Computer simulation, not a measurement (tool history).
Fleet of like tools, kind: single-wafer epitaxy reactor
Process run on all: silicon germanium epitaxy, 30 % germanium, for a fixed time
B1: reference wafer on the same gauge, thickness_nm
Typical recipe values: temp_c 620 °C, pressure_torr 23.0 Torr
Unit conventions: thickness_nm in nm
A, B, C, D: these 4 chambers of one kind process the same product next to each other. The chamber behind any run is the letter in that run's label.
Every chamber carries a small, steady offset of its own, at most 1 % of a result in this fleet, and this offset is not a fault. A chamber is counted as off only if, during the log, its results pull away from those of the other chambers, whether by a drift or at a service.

-- hour=8.7 chamber B: pyrometer calibrated
run 1D hour=8.7 | temp_c=620 pressure_torr=23.0 | B1=76.588 | thickness_nm=90.022
run 2C hour=14.0 | temp_c=620 pressure_torr=23.0 | B1=76.597 | thickness_nm=89.682
run 3B hour=20.0 | temp_c=620 pressure_torr=23.0 | B1=76.567 | thickness_nm=88.458
run 4A hour=24.1 | temp_c=620 pressure_torr=23.0 | B1=76.586 | thickness_nm=90.241
run 5C hour=30.3 | temp_c=620 pressure_torr=23.0 | B1=76.580 | thickness_nm=89.515
run 6D hour=37.7 | temp_c=620 pressure_torr=23.0 | B1=76.631 | thickness_nm=89.340
run 7A hour=44.7 | temp_c=620 pressure_torr=23.0 | B1=76.594 | thickness_nm=89.994
run 8B hour=49.0 | temp_c=620 pressure_torr=23.0 | B1=76.553 | thickness_nm=88.342
run 9D hour=56.3 | temp_c=620 pressure_torr=23.0 | B1=76.609 | thickness_nm=89.465
run 10A hour=62.7 | temp_c=633 pressure_torr=21.0 | B1=76.599 | thickness_nm=107.930
run 11B hour=69.2 | temp_c=633 pressure_torr=21.0 | B1=76.615 | thickness_nm=106.440
run 12C hour=77.2 | temp_c=633 pressure_torr=21.0 | B1=76.562 | thickness_nm=107.950
run 13A hour=81.9 | temp_c=633 pressure_torr=21.0 | B1=76.623 | thickness_nm=108.160
run 14D hour=90.0 | temp_c=620 pressure_torr=23.0 | B1=76.608 | thickness_nm=89.340
run 15B hour=97.6 | temp_c=620 pressure_torr=18.6 | B1=76.525 | thickness_nm=80.811
run 16C hour=105.6 | temp_c=620 pressure_torr=18.6 | B1=76.576 | thickness_nm=82.541
run 17D hour=110.2 | temp_c=620 pressure_torr=18.6 | B1=76.620 | thickness_nm=81.875
run 18A hour=114.3 | temp_c=620 pressure_torr=18.6 | B1=76.578 | thickness_nm=82.861
run 19B hour=121.5 | temp_c=620 pressure_torr=23.0 | B1=76.586 | thickness_nm=88.524
run 20C hour=127.1 | temp_c=620 pressure_torr=23.0 | B1=76.568 | thickness_nm=89.650
run 21C hour=133.7 | temp_c=620 pressure_torr=23.0 | B1=76.598 | thickness_nm=89.592
run 22B hour=141.5 | temp_c=620 pressure_torr=23.0 | B1=76.615 | thickness_nm=88.664
run 23D hour=148.9 | temp_c=620 pressure_torr=23.0 | B1=76.627 | thickness_nm=88.263
run 24A hour=156.1 | temp_c=620 pressure_torr=23.0 | B1=76.592 | thickness_nm=89.914
run 25B hour=160.7 | temp_c=620 pressure_torr=23.0 | B1=76.593 | thickness_nm=88.282
run 26A hour=168.4 | temp_c=620 pressure_torr=23.0 | B1=76.596 | thickness_nm=89.936
run 27C hour=172.4 | temp_c=620 pressure_torr=23.0 | B1=76.555 | thickness_nm=90.035
run 28D hour=178.1 | temp_c=620 pressure_torr=23.0 | B1=76.566 | thickness_nm=87.927
run 29A hour=182.9 | temp_c=632 pressure_torr=28.3 | B1=76.641 | thickness_nm=119.810
run 30B hour=188.1 | temp_c=632 pressure_torr=28.3 | B1=76.580 | thickness_nm=118.460
run 31C hour=195.3 | temp_c=632 pressure_torr=28.3 | B1=76.609 | thickness_nm=119.960
run 32D hour=201.1 | temp_c=632 pressure_torr=28.3 | B1=76.597 | thickness_nm=116.940
run 33C hour=206.5 | temp_c=620 pressure_torr=23.0 | B1=76.568 | thickness_nm=89.567
run 34B hour=212.4 | temp_c=620 pressure_torr=23.0 | B1=76.578 | thickness_nm=88.217
run 35D hour=216.3 | temp_c=620 pressure_torr=23.0 | B1=76.599 | thickness_nm=88.108
run 36A hour=223.0 | temp_c=620 pressure_torr=23.0 | B1=76.596 | thickness_nm=90.157
run 37A hour=228.9 | temp_c=610 pressure_torr=19.3 | B1=76.584 | thickness_nm=70.582

For the next run the whole fleet of 4 chambers uses the same settings. Give each chamber's results:
run 38A hour=235.2 | temp_c=630 pressure_torr=23.0 | thickness_nm=?
run 38B hour=235.2 | temp_c=630 pressure_torr=23.0 | thickness_nm=?
run 38C hour=235.2 | temp_c=630 pressure_torr=23.0 | thickness_nm=?
run 38D hour=235.2 | temp_c=630 pressure_torr=23.0 | thickness_nm=?

run=38A thickness_nm=106.540
run=38B thickness_nm=104.800
run=38C thickness_nm=105.870
run=38D thickness_nm=103.850
